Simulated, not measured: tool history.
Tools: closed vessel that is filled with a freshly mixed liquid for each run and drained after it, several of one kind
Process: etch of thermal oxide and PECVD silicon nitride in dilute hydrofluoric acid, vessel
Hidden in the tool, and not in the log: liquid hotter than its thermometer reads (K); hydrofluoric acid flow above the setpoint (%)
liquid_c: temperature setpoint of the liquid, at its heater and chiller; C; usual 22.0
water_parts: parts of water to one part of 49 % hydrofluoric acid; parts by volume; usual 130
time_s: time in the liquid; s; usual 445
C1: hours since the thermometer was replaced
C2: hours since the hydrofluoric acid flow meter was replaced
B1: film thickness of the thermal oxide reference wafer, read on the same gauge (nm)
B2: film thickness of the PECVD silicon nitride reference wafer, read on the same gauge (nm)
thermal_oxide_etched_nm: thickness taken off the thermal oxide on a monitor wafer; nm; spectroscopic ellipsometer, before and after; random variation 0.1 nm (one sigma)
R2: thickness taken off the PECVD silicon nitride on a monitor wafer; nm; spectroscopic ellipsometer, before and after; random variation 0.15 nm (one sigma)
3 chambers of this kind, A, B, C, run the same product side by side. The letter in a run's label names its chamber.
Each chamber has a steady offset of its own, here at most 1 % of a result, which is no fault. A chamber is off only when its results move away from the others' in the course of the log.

Run 1B, hour 5.2: usual settings; C1 247.1; C2 283.6; B1 110.00; B2 79.997. Result: thermal_oxide_etched_nm 14.626 nm, R2 15.629 nm.
Run 2A, hour 10.7: usual settings; C1 138.4; C2 393.0; B1 109.96; B2 80.003. Result: thermal_oxide_etched_nm 14.574 nm, R2 15.897 nm.
Run 3C, hour 15.7: usual settings; C1 728.3; C2 552.9; B1 109.96; B2 80.000. Result: thermal_oxide_etched_nm 14.727 nm, R2 15.732 nm.
Run 4B, hour 22.0: usual settings; C1 263.9; C2 300.4; B1 110.04; B2 80.010. Result: thermal_oxide_etched_nm 14.449 nm, R2 15.729 nm.
Run 5C, hour 27.8: usual settings; C1 740.4; C2 565.0; B1 110.01; B2 80.005. Result: thermal_oxide_etched_nm 14.713 nm, R2 15.811 nm.
Run 6A, hour 31.6: usual settings; C1 159.3; C2 413.9; B1 110.03; B2 80.021. Result: thermal_oxide_etched_nm 14.683 nm, R2 15.909 nm.
Run 7C, hour 36.7: usual settings; C1 749.3; C2 573.9; B1 109.98; B2 79.994. Result: thermal_oxide_etched_nm 14.545 nm, R2 16.214 nm.
Run 8A, hour 43.2: usual settings; C1 170.9; C2 425.5; B1 109.95; B2 79.998. Result: thermal_oxide_etched_nm 14.668 nm, R2 16.016 nm.
Run 9B, hour 49.2: usual settings; C1 291.1; C2 327.6; B1 110.03; B2 79.985. Result: thermal_oxide_etched_nm 14.636 nm, R2 15.796 nm.
Run 10C, hour 52.7: usual settings; C1 765.3; C2 589.9; B1 110.00; B2 80.004. Result: thermal_oxide_etched_nm 14.762 nm, R2 16.226 nm.
Run 11B, hour 58.0: usual settings; C1 299.9; C2 336.4; B1 110.02; B2 80.010. Result: thermal_oxide_etched_nm 14.523 nm, R2 15.880 nm.
Run 12A, hour 62.5: usual settings; C1 190.2; C2 444.8; B1 110.00; B2 79.999. Result: thermal_oxide_etched_nm 14.788 nm, R2 15.972 nm.
Run 13C, hour 67.8: usual settings; C1 780.4; C2 605.0; B1 109.99; B2 80.007. Result: thermal_oxide_etched_nm 14.992 nm, R2 16.353 nm.
Run 14B, hour 75.8: usual settings; C1 317.7; C2 354.2; B1 109.99; B2 79.993. Result: thermal_oxide_etched_nm 14.764 nm, R2 15.738 nm.
Run 15A, hour 79.5: usual settings; C1 207.2; C2 461.8; B1 109.98; B2 79.976. Result: thermal_oxide_etched_nm 14.648 nm, R2 15.775 nm.
Run 16C, hour 85.0: usual settings; C1 797.6; C2 622.2; B1 110.00; B2 80.000. Result: thermal_oxide_etched_nm 15.372 nm, R2 16.858 nm.
Run 17A, hour 88.9: usual settings; C1 216.6; C2 471.2; B1 110.03; B2 79.993. Result: thermal_oxide_etched_nm 14.599 nm, R2 16.098 nm.
Run 18B, hour 94.2: usual settings but liquid_c 20.5 C; C1 336.1; C2 372.6; B1 110.02; B2 80.003. Result: thermal_oxide_etched_nm 13.975 nm, R2 14.239 nm.
Run 19C, hour 98.2: usual settings but liquid_c 20.5 C; C1 810.8; C2 635.4; B1 110.01; B2 80.000. Result: thermal_oxide_etched_nm 14.458 nm, R2 15.618 nm.
Run 20A, hour 102.9: usual settings but liquid_c 20.5 C; C1 230.6; C2 485.2; B1 109.97; B2 80.008. Result: thermal_oxide_etched_nm 13.757 nm, R2 14.367 nm.
Run 21B, hour 108.6: usual settings; C1 350.5; C2 387.0; B1 109.98; B2 80.006. Result: thermal_oxide_etched_nm 14.600 nm, R2 15.759 nm.
Run 22C, hour 114.1: usual settings; C1 826.7; C2 651.3; B1 110.00; B2 79.997. Result: thermal_oxide_etched_nm 15.561 nm, R2 17.484 nm.
Run 23A, hour 120.9: usual settings; C1 248.6; C2 503.2; B1 110.02; B2 80.000. Result: thermal_oxide_etched_nm 14.625 nm, R2 16.053 nm.
Run 24B, hour 127.6: usual settings but liquid_c 17.5 C, time_s 570 s; C1 369.5; C2 406.0; B1 110.02; B2 79.996. Result: thermal_oxide_etched_nm 15.687 nm, R2 14.774 nm.
Run 25A, hour 131.1: usual settings but liquid_c 17.5 C, time_s 570 s; C1 258.8; C2 513.4; B1 110.05; B2 79.996. Result: thermal_oxide_etched_nm 15.798 nm, R2 14.979 nm.

What goes on in this fleet: one chamber off, a drifting gauge, or nothing beyond the chambers' own small offsets? Name the chamber and the cause, if any.

Chamber C drifts away from the others.
Cause: liquid hotter than its thermometer reads (K) = 1.93.

Here are 4 candidates for chamber C's next run, each the usual settings with a change, their results left as question marks. Which one brings its results back in line with what the others give on the usual settings?
In line means no further than this from the other chambers' mean on the usual settings: thermal_oxide_etched_nm 0.370 nm; R2 0.510 nm
Run 26C-1, hour 136.9: usual settings but liquid_c 25.5 C, water_parts 140 parts by volume, time_s 505 s. Result: thermal_oxide_etched_nm ?, R2 ?.
Run 26C-2, hour 136.9: usual settings but liquid_c 18.5 C, water_parts 120 parts by volume, time_s 390 s. Result: thermal_oxide_etched_nm ?, R2 ?.
Run 26C-3, hour 136.9: usual settings but liquid_c 23.5 C, water_parts 135 parts by volume, time_s 475 s. Result: thermal_oxide_etched_nm ?, R2 ?.
Run 26C-4, hour 136.9: usual settings but liquid_c 20.5 C, water_parts 125 parts by volume, time_s 415 s. Result: thermal_oxide_etched_nm ?, R2 ?.

The other chambers' mean on the usual settings: thermal_oxide_etched_nm 14.650 nm; R2 15.793 nm
  run  thermal_oxide_etched_nm      R2
26C-1                   18.853  23.887
26C-2                   13.226  13.565
26C-3                   17.150  20.495
26C-4                   14.563  15.868
26C-4 brings the chamber back in line.
